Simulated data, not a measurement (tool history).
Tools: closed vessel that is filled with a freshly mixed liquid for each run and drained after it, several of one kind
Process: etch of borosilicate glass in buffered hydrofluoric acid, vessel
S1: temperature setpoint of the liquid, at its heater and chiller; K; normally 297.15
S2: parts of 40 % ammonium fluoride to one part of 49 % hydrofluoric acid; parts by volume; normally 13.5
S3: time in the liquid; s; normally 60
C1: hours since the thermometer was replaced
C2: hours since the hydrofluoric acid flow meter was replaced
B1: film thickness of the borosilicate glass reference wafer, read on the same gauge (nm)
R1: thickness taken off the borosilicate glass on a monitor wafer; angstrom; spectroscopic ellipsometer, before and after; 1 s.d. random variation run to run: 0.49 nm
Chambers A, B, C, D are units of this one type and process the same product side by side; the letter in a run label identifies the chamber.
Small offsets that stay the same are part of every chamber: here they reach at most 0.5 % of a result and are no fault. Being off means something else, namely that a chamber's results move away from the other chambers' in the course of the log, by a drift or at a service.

run	hour	S1	S2	S3	C1	C2	B1	R1
1A	4.6	297.15	13.5	60	772.6	532.5	59.998	551.85
# hour 6.1: chamber B: hydrofluoric acid flow meter replaced
2C	9.1	297.15	13.5	60	213.2	1772.4	60	546.54
3B	16.3	297.15	13.5	60	345.6	10.2	60.03	561.72
4D	23.8	297.15	13.5	60	325	750.4	59.966	554.7
5A	28.3	297.15	13.5	60	796.3	556.2	60.028	557.42
6D	36.1	297.15	13.5	60	337.3	762.7	59.98	553.83
7B	44.8	297.15	13.5	40	374.1	38.7	60.02	374.5
8C	50.7	297.15	13.5	40	254.8	1814	59.981	367.47
9B	55.8	297.15	13.5	40	385.1	49.7	60.017	378.55
10C	64.5	297.15	13.5	40	268.6	1827.8	60.004	375.05
11D	70	297.15	13.5	60	371.2	796.6	60.005	573.46
12A	75	297.15	13.5	60	843	602.9	60.023	562.17
13B	81	297.15	13.5	60	410.3	74.9	59.997	566.92
14A	88.6	297.15	13.5	60	856.6	616.5	60.003	556.72
15C	97.9	297.15	13.5	60	302	1861.2	59.975	552.17
16D	102.9	297.15	13.5	60	404.1	829.5	59.984	579.82
17A	107.9	297.15	13.5	60	875.9	635.8	60	558.39
18B	114.4	297.15	13.5	60	443.7	108.3	60.004	556.96
19C	124.2	297.15	10	35	328.3	1887.5	60.009	429.95
20D	134	297.15	10	35	435.2	860.6	59.985	452.44
21A	141.2	297.15	10	35	909.2	669.1	59.994	430.01
22B	150.6	297.15	10	35	479.9	144.5	59.977	440.72
23C	160	297.15	13.5	60	364.1	1923.3	60.034	548.64
24D	169.8	297.15	13.5	60	471	896.4	60.009	598.35
25C	178.6	297.15	13.5	60	382.7	1941.9	60.03	558.88
26B	183.3	297.15	13.5	60	512.6	177.2	59.999	561.17

All 4 chambers run these settings next. Forecast each chamber's results:
27A	190.7	297.15	10.5	60				?
27B	190.7	297.15	10.5	60				?
27C	190.7	297.15	10.5	60				?
27D	190.7	297.15	10.5	60				?

run	R1
27A	718.87
27B	719.13
27C	704.06
27D	782.72
